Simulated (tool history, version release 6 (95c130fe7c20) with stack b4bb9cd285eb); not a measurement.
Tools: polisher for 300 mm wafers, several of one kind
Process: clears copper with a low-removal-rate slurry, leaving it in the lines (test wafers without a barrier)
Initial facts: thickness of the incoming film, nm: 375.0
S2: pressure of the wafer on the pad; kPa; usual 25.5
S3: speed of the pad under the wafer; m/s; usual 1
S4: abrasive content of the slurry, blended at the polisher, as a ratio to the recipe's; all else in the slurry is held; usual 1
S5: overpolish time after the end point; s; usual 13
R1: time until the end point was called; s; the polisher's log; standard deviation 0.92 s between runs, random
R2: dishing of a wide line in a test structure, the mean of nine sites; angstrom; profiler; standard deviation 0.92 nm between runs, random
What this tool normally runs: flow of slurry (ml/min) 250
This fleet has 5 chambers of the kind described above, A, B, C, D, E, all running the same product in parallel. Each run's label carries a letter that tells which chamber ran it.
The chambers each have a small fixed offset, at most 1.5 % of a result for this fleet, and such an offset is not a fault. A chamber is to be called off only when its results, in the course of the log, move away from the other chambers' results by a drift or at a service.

{"run": "1D", "hour": 5.7, "flow of slurry (ml/min)": 250, "S2": 25.5, "S3": 1, "S4": 1, "S5": 13, "R1": 81.155, "R2": 428.76}
{"run": "2B", "hour": 9.6, "flow of slurry (ml/min)": 250, "S2": 25.5, "S3": 1, "S4": 1, "S5": 13, "R1": 83.03, "R2": 414.66}
{"run": "3A", "hour": 14.3, "flow of slurry (ml/min)": 250, "S2": 25.5, "S3": 1, "S4": 1, "S5": 13, "R1": 81.422, "R2": 419.36}
{"run": "4E", "hour": 20.2, "flow of slurry (ml/min)": 250, "S2": 25.5, "S3": 1, "S4": 1, "S5": 13, "R1": 83.547, "R2": 425.07}
{"run": "5C", "hour": 23.2, "flow of slurry (ml/min)": 250, "S2": 25.5, "S3": 1, "S4": 1, "S5": 13, "R1": 80.986, "R2": 424.73}
{"run": "6D", "hour": 27.9, "flow of slurry (ml/min)": 250, "S2": 17.9, "S3": 1, "S4": 1, "S5": 16, "R1": 116.15, "R2": 358.25}
{"run": "7C", "hour": 31.7, "flow of slurry (ml/min)": 250, "S2": 17.9, "S3": 1, "S4": 1, "S5": 16, "R1": 115.15, "R2": 356.68}
{"hour": 35.9, "done": "chamber B: worn pad replaced by a new one"}
{"run": "8E", "hour": 37.2, "flow of slurry (ml/min)": 250, "S2": 17.9, "S3": 1, "S4": 1, "S5": 16, "R1": 116.6, "R2": 357.48}
{"hour": 40.3, "done": "chamber C: slurry blender recalibrated"}
{"run": "9B", "hour": 40.5, "flow of slurry (ml/min)": 250, "S2": 17.9, "S3": 1, "S4": 1, "S5": 16, "R1": 116.01, "R2": 353.02}
{"run": "10A", "hour": 45.9, "flow of slurry (ml/min)": 250, "S2": 17.9, "S3": 1, "S4": 1, "S5": 16, "R1": 116.13, "R2": 369.4}
{"run": "11C", "hour": 50.8, "flow of slurry (ml/min)": 250, "S2": 25.5, "S3": 1, "S4": 1, "S5": 13, "R1": 83.387, "R2": 421.13}
{"run": "12B", "hour": 55.1, "flow of slurry (ml/min)": 250, "S2": 25.5, "S3": 1, "S4": 1, "S5": 13, "R1": 83.858, "R2": 411.86}
{"run": "13A", "hour": 59.8, "flow of slurry (ml/min)": 250, "S2": 25.5, "S3": 1, "S4": 1, "S5": 13, "R1": 80.814, "R2": 418.2}
{"run": "14E", "hour": 65.3, "flow of slurry (ml/min)": 250, "S2": 25.5, "S3": 1, "S4": 1, "S5": 13, "R1": 84.111, "R2": 401.15}
{"run": "15D", "hour": 68.6, "flow of slurry (ml/min)": 250, "S2": 25.5, "S3": 1, "S4": 1, "S5": 13, "R1": 82.445, "R2": 418.35}
{"run": "16C", "hour": 73.4, "flow of slurry (ml/min)": 250, "S2": 25.5, "S3": 1, "S4": 1, "S5": 13, "R1": 83.341, "R2": 412.24}
{"hour": 74.0, "done": "chamber C: slurry nozzle cleaned"}
{"hour": 74.7, "done": "chamber A: worn pad replaced by a new one"}
{"hour": 76.5, "done": "chamber A: head pressure recalibrated"}
{"run": "17E", "hour": 77.5, "flow of slurry (ml/min)": 250, "S2": 25.5, "S3": 1, "S4": 1.15, "S5": 13, "R1": 79.012, "R2": 428.02}
{"hour": 78.7, "done": "chamber B: slurry blender recalibrated"}
{"run": "18B", "hour": 82.5, "flow of slurry (ml/min)": 250, "S2": 25.5, "S3": 1, "S4": 1.15, "S5": 13, "R1": 81.799, "R2": 439.82}
{"run": "19D", "hour": 86.3, "flow of slurry (ml/min)": 250, "S2": 25.5, "S3": 1, "S4": 1.15, "S5": 13, "R1": 80.259, "R2": 426.57}
{"run": "20A", "hour": 89.2, "flow of slurry (ml/min)": 250, "S2": 25.5, "S3": 1, "S4": 1.15, "S5": 13, "R1": 73.273, "R2": 466.95}
{"run": "21E", "hour": 92.7, "flow of slurry (ml/min)": 250, "S2": 25.5, "S3": 1, "S4": 1.15, "S5": 13, "R1": 79.514, "R2": 422.62}
{"run": "22C", "hour": 97.7, "flow of slurry (ml/min)": 250, "S2": 25.5, "S3": 1, "S4": 1, "S5": 13, "R1": 83.486, "R2": 412.64}
{"run": "23D", "hour": 102.5, "flow of slurry (ml/min)": 250, "S2": 25.5, "S3": 1, "S4": 1, "S5": 13, "R1": 83.748, "R2": 423.1}
{"run": "24A", "hour": 105.2, "flow of slurry (ml/min)": 250, "S2": 25.5, "S3": 1, "S4": 1, "S5": 13, "R1": 75.024, "R2": 438.38}
{"run": "25B", "hour": 107.8, "flow of slurry (ml/min)": 250, "S2": 25.5, "S3": 1, "S4": 1, "S5": 13, "R1": 81.911, "R2": 409.2}
{"run": "26C", "hour": 110.5, "flow of slurry (ml/min)": 250, "S2": 25.5, "S3": 1, "S4": 1, "S5": 13, "R1": 83.355, "R2": 425.66}
{"run": "27E", "hour": 114.3, "flow of slurry (ml/min)": 250, "S2": 25.5, "S3": 1, "S4": 1, "S5": 13, "R1": 85.047, "R2": 424.58}
{"run": "28D", "hour": 117.3, "flow of slurry (ml/min)": 250, "S2": 25.5, "S3": 1, "S4": 1, "S5": 13, "R1": 83.269, "R2": 414.28}
{"hour": 120.0, "done": "chamber D: worn pad replaced by a new one"}
{"run": "29B", "hour": 122.4, "flow of slurry (ml/min)": 250, "S2": 25.5, "S3": 1, "S4": 1, "S5": 13, "R1": 80.863, "R2": 429.32}
{"hour": 123.7, "done": "chamber B: worn pad replaced by a new one"}
{"run": "30A", "hour": 127.9, "flow of slurry (ml/min)": 250, "S2": 25.5, "S3": 1, "S4": 1, "S5": 13, "R1": 76.529, "R2": 447.55}
{"run": "31D", "hour": 132.8, "flow of slurry (ml/min)": 250, "S2": 25.5, "S3": 1, "S4": 1, "S5": 13, "R1": 81.323, "R2": 419.05}
{"run": "32A", "hour": 136.7, "flow of slurry (ml/min)": 250, "S2": 25.5, "S3": 1, "S4": 1, "S5": 13, "R1": 74.772, "R2": 456.76}
{"run": "33B", "hour": 140.5, "flow of slurry (ml/min)": 250, "S2": 25.5, "S3": 1, "S4": 1, "S5": 7, "R1": 81.832, "R2": 246.04}
{"run": "34E", "hour": 143.6, "flow of slurry (ml/min)": 250, "S2": 25.5, "S3": 1, "S4": 1, "S5": 7, "R1": 83.954, "R2": 245.42}
{"run": "35C", "hour": 146.7, "flow of slurry (ml/min)": 250, "S2": 25.5, "S3": 1, "S4": 1, "S5": 7, "R1": 82.802, "R2": 234.48}
{"run": "36E", "hour": 150.0, "flow of slurry (ml/min)": 250, "S2": 25.5, "S3": 1, "S4": 1, "S5": 7, "R1": 82.194, "R2": 227.56}
{"run": "37D", "hour": 154.4, "flow of slurry (ml/min)": 250, "S2": 25.5, "S3": 1, "S4": 1, "S5": 7, "R1": 81.819, "R2": 242.49}
{"run": "38C", "hour": 160.0, "flow of slurry (ml/min)": 250, "S2": 25.5, "S3": 1, "S4": 1, "S5": 13, "R1": 82.685, "R2": 407.62}
{"run": "39A", "hour": 162.6, "flow of slurry (ml/min)": 250, "S2": 25.5, "S3": 1, "S4": 1, "S5": 13, "R1": 74.042, "R2": 433.91}

Which is it: a chamber that has drifted or been left off by a service, a gauge drift common to all chambers, or only each chamber's usual small offset? If a chamber is off, name it and its likeliest cause.

A service left chamber A off against the others.
What lies behind it: head's pressure above its setpoint, % = 9.94.

Below are 4 candidate recipes for chamber A's next run, each the usual settings with a change, their results shown as question marks. Which of them brings A's results back in line with what the other chambers give on the usual settings?
In line here means within this much of the mean the other chambers give on the usual settings: R1 3.2 s; R2 32 angstrom
{"run": "40A-1", "hour": 166.9, "flow of slurry (ml/min)": 250, "S2": 24.8, "S3": 0.98, "S4": 1, "S5": 13, "R1": "?", "R2": "?"}
{"run": "40A-2", "hour": 166.9, "flow of slurry (ml/min)": 250, "S2": 24.1, "S3": 0.94, "S4": 1, "S5": 13, "R1": "?", "R2": "?"}
{"run": "40A-3", "hour": 166.9, "flow of slurry (ml/min)": 250, "S2": 26.9, "S3": 1.06, "S4": 1, "S5": 13, "R1": "?", "R2": "?"}
{"run": "40A-4", "hour": 166.9, "flow of slurry (ml/min)": 250, "S2": 26.2, "S3": 1.02, "S4": 1, "S5": 13, "R1": "?", "R2": "?"}

Mean of the other chambers on the usual settings: R1 82.661 s; R2 416.28 angstrom
run=40A-1 R1=78.286 R2=437.6
run=40A-2 R1=83.934 R2=410.93
run=40A-3 R1=66.824 R2=504.45
run=40A-4 R1=71.261 R2=476.43
With 40A-2, the chamber falls back in line with the rest.
